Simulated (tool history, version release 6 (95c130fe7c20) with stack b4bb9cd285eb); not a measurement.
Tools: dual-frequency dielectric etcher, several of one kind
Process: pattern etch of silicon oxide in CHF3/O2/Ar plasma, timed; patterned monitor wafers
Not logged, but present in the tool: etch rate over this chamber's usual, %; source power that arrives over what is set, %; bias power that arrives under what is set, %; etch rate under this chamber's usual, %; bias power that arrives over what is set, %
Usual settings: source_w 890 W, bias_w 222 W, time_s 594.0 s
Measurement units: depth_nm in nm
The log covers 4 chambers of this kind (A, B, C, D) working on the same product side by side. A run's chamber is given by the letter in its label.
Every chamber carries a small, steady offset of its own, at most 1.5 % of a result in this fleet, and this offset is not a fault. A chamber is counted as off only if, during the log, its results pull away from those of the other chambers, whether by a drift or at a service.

run,hour,source_w,bias_w,time_s,hours since the last wet clean,hours since the last source power generator calibration,hours since the last bias power generator calibration,"read-back reference wafer on the same gauge, depth_nm",depth_nm
1A,13.8,890,222,594.0,519.7,1562.9,841.1,1410.1,1465.8
2B,26.0,890,222,594.0,54.5,1468.8,3718.5,1410.4,1475.6
3D,33.1,890,222,594.0,149.9,1185.3,4571.6,1409.8,1463.5
4C,40.4,890,222,594.0,632.2,2658.6,373.4,1410.3,1463.0
5B,47.0,890,222,594.0,75.5,1489.8,3739.5,1410.4,1487.8
6C,59.5,960,222,721.0,651.3,2677.7,392.5,1409.8,1831.9
7D,74.4,960,222,721.0,191.2,1226.6,4612.9,1410.4,1826.1
# hour 75.9: chamber C: wet clean of the chamber
8A,82.4,960,222,721.0,588.3,1631.5,909.7,1410.8,1839.5
9D,97.4,960,222,721.0,214.2,1249.6,4635.9,1410.3,1833.3
10A,104.6,890,222,594.0,610.5,1653.7,931.9,1409.8,1468.4
# hour 109.0: chamber A: wet clean of the chamber
11B,115.9,890,222,594.0,144.4,1558.7,3808.4,1409.8,1482.9
12C,129.7,890,222,594.0,53.8,2747.9,462.7,1409.8,1466.5
13D,139.7,890,222,594.0,256.5,1291.9,4678.2,1410.3,1467.3
14A,150.4,890,239,474.5,41.5,1699.5,977.7,1410.4,1201.5
15B,160.3,890,239,474.5,188.8,1603.1,3852.8,1409.2,1211.8
# hour 163.2: chamber D: bias power generator calibrated
16C,169.1,890,239,474.5,93.2,2787.3,502.1,1410.4,1204.7
17C,177.5,890,239,474.5,101.6,2795.7,510.5,1409.6,1195.7
18A,184.2,890,222,594.0,75.3,1733.3,1011.5,1409.7,1465.4
19B,198.2,890,222,594.0,226.7,1641.0,3890.7,1410.7,1482.9
20D,212.5,890,222,594.0,329.3,1364.7,49.3,1409.6,1459.5
21D,219.6,890,222,594.0,336.4,1371.8,56.4,1410.8,1459.6
22C,233.0,890,222,594.0,157.1,2851.2,566.0,1410.4,1467.0
23A,245.1,790,275,594.0,136.2,1794.2,1072.4,1410.3,1514.4
24B,253.5,790,275,594.0,282.0,1696.3,3946.0,1410.8,1530.0
25C,260.4,790,275,594.0,184.5,2878.6,593.4,1409.8,1513.6
26B,274.5,790,275,594.0,303.0,1717.3,3967.0,1409.6,1528.5
27D,282.3,890,222,594.0,399.1,1434.5,119.1,1410.6,1456.8
28A,292.1,890,222,594.0,183.2,1841.2,1119.4,1410.2,1470.2
29B,305.1,890,222,594.0,333.6,1747.9,3997.6,1410.1,1480.9
30D,317.7,780,222,594.0,434.5,1469.9,154.5,1410.7,1393.5
# hour 323.5: chamber B: bias power generator calibrated
31C,330.4,780,222,594.0,254.5,2948.6,663.4,1410.5,1396.6
32A,345.4,780,222,594.0,236.5,1894.5,1172.7,1410.1,1395.2
33B,353.9,780,222,594.0,382.4,1796.7,30.5,1409.3,1409.2
# hour 354.3: chamber C: source power generator calibrated
34A,364.4,890,222,594.0,255.5,1913.5,1191.7,1410.2,1466.5
35C,378.3,890,222,594.0,302.4,24.1,711.3,1410.2,1467.0
36D,387.5,890,185,594.0,504.3,1539.7,224.3,1410.3,1383.8
37C,399.0,890,185,594.0,323.1,44.8,732.0,1410.0,1372.6
38A,410.1,890,185,594.0,301.2,1959.2,1237.4,1410.1,1376.9
39B,417.2,890,185,594.0,445.7,1860.0,93.8,1410.2,1390.5
# hour 424.5: chamber D: wet clean of the chamber
40D,426.1,890,222,594.0,1.7,1578.3,262.9,1410.3,1458.4

Decide between three cases: one chamber stands off from its peers, the gauge reading all wafers drifts, or nothing is wrong past each chamber's small offset. Where a chamber is off, say which and what most likely put it there.

The fleet is healthy, with each chamber sitting at its usual small offset and no drift in the gauge.

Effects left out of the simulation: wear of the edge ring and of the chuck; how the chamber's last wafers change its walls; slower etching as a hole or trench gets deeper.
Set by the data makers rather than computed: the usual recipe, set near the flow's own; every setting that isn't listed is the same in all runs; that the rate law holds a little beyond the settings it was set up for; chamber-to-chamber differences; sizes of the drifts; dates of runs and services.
